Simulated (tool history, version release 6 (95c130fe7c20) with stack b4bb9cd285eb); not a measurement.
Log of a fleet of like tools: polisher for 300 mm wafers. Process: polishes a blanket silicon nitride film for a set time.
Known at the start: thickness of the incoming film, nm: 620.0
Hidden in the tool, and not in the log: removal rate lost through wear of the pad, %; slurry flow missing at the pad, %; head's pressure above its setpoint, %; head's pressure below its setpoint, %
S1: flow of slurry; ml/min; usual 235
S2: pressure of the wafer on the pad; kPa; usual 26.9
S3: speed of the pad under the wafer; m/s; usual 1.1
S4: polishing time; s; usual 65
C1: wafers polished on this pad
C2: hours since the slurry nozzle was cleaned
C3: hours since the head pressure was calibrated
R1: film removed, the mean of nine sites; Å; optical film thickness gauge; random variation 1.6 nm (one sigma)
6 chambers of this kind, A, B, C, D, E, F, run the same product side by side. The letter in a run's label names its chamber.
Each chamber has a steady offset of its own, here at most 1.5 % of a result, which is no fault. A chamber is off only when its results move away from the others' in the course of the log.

run 1C hour=6.1 | S1=235 S2=26.9 S3=1.1 S4=65 | C1=1039 C2=52.3 C3=40.7 | R1=1304.4
-- hour=7.2 chamber F: head pressure recalibrated
run 2B hour=14.1 | S1=235 S2=26.9 S3=1.1 S4=65 | C1=288 C2=161.8 C3=78.6 | R1=1301
-- hour=17.5 chamber E: head pressure recalibrated
run 3A hour=26.9 | S1=235 S2=26.9 S3=1.1 S4=65 | C1=847 C2=92.1 C3=391.1 | R1=1349.1
run 4F hour=36 | S1=235 S2=26.9 S3=1.1 S4=65 | C1=617 C2=743.3 C3=28.9 | R1=1265.9
run 5D hour=42.1 | S1=235 S2=26.9 S3=1.1 S4=65 | C1=406 C2=290.4 C3=273.6 | R1=1288.4
-- hour=44.3 chamber F: worn pad replaced by a new one
-- hour=46.2 chamber E: worn pad replaced by a new one
-- hour=47.6 chamber A: worn pad replaced by a new one
-- hour=48.3 chamber C: worn pad replaced by a new one
run 6E hour=49.1 | S1=235 S2=26.9 S3=1.1 S4=65 | C1=27 C2=365.3 C3=31.7 | R1=1308
-- hour=53.1 chamber B: slurry nozzle cleaned
run 7C hour=57 | S1=235 S2=26.9 S3=1.1 S4=65 | C1=81 C2=103.2 C3=91.6 | R1=1316
run 8F hour=64.5 | S1=235 S2=26.9 S3=1.1 S4=65 | C1=188 C2=771.8 C3=57.4 | R1=1314.1
run 9A hour=72.4 | S1=235 S2=20 S3=1.42 S4=65 | C1=231 C2=137.6 C3=436.6 | R1=1202.5
run 10E hour=78.2 | S1=235 S2=20 S3=1.42 S4=65 | C1=299 C2=394.4 C3=60.8 | R1=1162.6
-- hour=79.8 chamber B: worn pad replaced by a new one
run 11D hour=89.3 | S1=235 S2=20 S3=1.42 S4=65 | C1=846 C2=337.6 C3=320.8 | R1=1167.6
run 12B hour=99 | S1=235 S2=20 S3=1.42 S4=65 | C1=179 C2=45.9 C3=163.5 | R1=1196.8
run 13C hour=112 | S1=235 S2=20 S3=1.42 S4=65 | C1=594 C2=158.2 C3=146.6 | R1=1190.2
run 14A hour=121.9 | S1=235 S2=20 S3=1.42 S4=65 | C1=693 C2=187.1 C3=486.1 | R1=1170.3
-- hour=122.3 chamber D: slurry nozzle cleaned
run 15F hour=134 | S1=235 S2=26.9 S3=1.1 S4=65 | C1=836 C2=841.3 C3=126.9 | R1=1278.9
-- hour=135.2 chamber F: worn pad replaced by a new one
run 16B hour=146.4 | S1=235 S2=26.9 S3=1.1 S4=65 | C1=621 C2=93.3 C3=210.9 | R1=1310.9
-- hour=152.2 chamber E: worn pad replaced by a new one
run 17E hour=152.3 | S1=235 S2=26.9 S3=1.1 S4=65 | C1=1 C2=468.5 C3=134.9 | R1=1299.1
run 18D hour=159.6 | S1=235 S2=26.9 S3=1.1 S4=65 | C1=1501 C2=37.4 C3=391.1 | R1=1299.9
-- hour=161.2 chamber B: worn pad replaced by a new one
-- hour=163.3 chamber D: worn pad replaced by a new one
-- hour=163.7 chamber A: worn pad replaced by a new one
run 19F hour=166 | S1=235 S2=26.9 S3=1.1 S4=65 | C1=288 C2=873.3 C3=158.9 | R1=1286.1
run 20E hour=171.9 | S1=235 S2=26.9 S3=1.1 S4=65 | C1=183 C2=488.1 C3=154.5 | R1=1263.2
run 21A hour=180.3 | S1=235 S2=26.9 S3=1.1 S4=65 | C1=155 C2=245.5 C3=544.5 | R1=1315.3
-- hour=183.8 chamber C: worn pad replaced by a new one
run 22C hour=188.6 | S1=235 S2=26.9 S3=1.1 S4=65 | C1=44 C2=234.8 C3=223.2 | R1=1264.2
run 23B hour=196 | S1=235 S2=26.9 S3=1.1 S4=65 | C1=325 C2=142.9 C3=260.5 | R1=1332.4
-- hour=201.6 chamber F: slurry nozzle cleaned
-- hour=202.3 chamber A: head pressure recalibrated
run 24D hour=205.4 | S1=180 S2=26.9 S3=1.1 S4=65 | C1=393 C2=83.2 C3=436.9 | R1=1241
-- hour=211.6 chamber E: slurry nozzle cleaned
run 25B hour=213.1 | S1=180 S2=26.9 S3=1.1 S4=65 | C1=484 C2=160 C3=277.6 | R1=1233.7
run 26D hour=223.2 | S1=180 S2=26.9 S3=1.1 S4=65 | C1=559 C2=101 C3=454.7 | R1=1244.7
-- hour=223.3 chamber F: worn pad replaced by a new one
run 27A hour=233.2 | S1=180 S2=26.9 S3=1.1 S4=65 | C1=648 C2=298.4 C3=30.9 | R1=1243.1
-- hour=241.1 chamber B: worn pad replaced by a new one
run 28C hour=243.7 | S1=180 S2=26.9 S3=1.1 S4=65 | C1=558 C2=289.9 C3=278.3 | R1=1282.9
run 29F hour=254.5 | S1=180 S2=26.9 S3=1.1 S4=65 | C1=291 C2=52.9 C3=247.4 | R1=1243.2
-- hour=262.1 chamber E: worn pad replaced by a new one
run 30E hour=263.5 | S1=235 S2=26.9 S3=1.1 S4=65 | C1=13 C2=51.9 C3=246.1 | R1=1271.9
-- hour=264 chamber B: slurry nozzle cleaned
run 31F hour=275.3 | S1=235 S2=26.9 S3=1.1 S4=65 | C1=485 C2=73.7 C3=268.2 | R1=1294.8
-- hour=278.3 chamber A: worn pad replaced by a new one
run 32C hour=281.1 | S1=205 S2=26.9 S3=1.34 S4=65 | C1=907 C2=327.3 C3=315.7 | R1=1501.9
run 33A hour=289.8 | S1=205 S2=26.9 S3=1.34 S4=65 | C1=107 C2=355 C3=87.5 | R1=1473.1
run 34B hour=301.7 | S1=205 S2=26.9 S3=1.34 S4=65 | C1=566 C2=37.8 C3=366.2 | R1=1499.4
-- hour=312.8 chamber F: worn pad replaced by a new one
run 35E hour=314.1 | S1=205 S2=26.9 S3=1.34 S4=65 | C1=485 C2=102.5 C3=296.7 | R1=1470.1
-- hour=320.3 chamber D: worn pad replaced by a new one
run 36D hour=322.4 | S1=205 S2=26.9 S3=1.34 S4=65 | C1=20 C2=200.2 C3=553.9 | R1=1470
-- hour=323.9 chamber C: slurry nozzle cleaned
-- hour=327.5 chamber B: worn pad replaced by a new one
run 37B hour=328.5 | S1=205 S2=26.9 S3=1.34 S4=65 | C1=9 C2=64.6 C3=393 | R1=1491.7
-- hour=334.3 chamber C: worn pad replaced by a new one
run 38E hour=338.8 | S1=235 S2=26.9 S3=1.1 S4=65 | C1=715 C2=127.2 C3=321.4 | R1=1324.7
run 39A hour=346.8 | S1=235 S2=21.4 S3=1.1 S4=65 | C1=638 C2=412 C3=144.5 | R1=1039.6
run 40C hour=353 | S1=235 S2=21.4 S3=1.1 S4=65 | C1=174 C2=29.1 C3=387.6 | R1=1032.6
run 41D hour=361.7 | S1=235 S2=21.4 S3=1.1 S4=65 | C1=386 C2=239.5 C3=593.2 | R1=1055.2
run 42F hour=370.9 | S1=235 S2=21.4 S3=1.1 S4=65 | C1=542 C2=169.3 C3=363.8 | R1=1036.4
run 43F hour=383.9 | S1=235 S2=21.4 S3=1.1 S4=65 | C1=663 C2=182.3 C3=376.8 | R1=1024.4

Is one chamber off against the others, does the gauge drift, or is nothing wrong? If a chamber is off, say which, and what the likeliest cause is.

No chamber stands off beyond its own small offset, and the gauge holds steady.
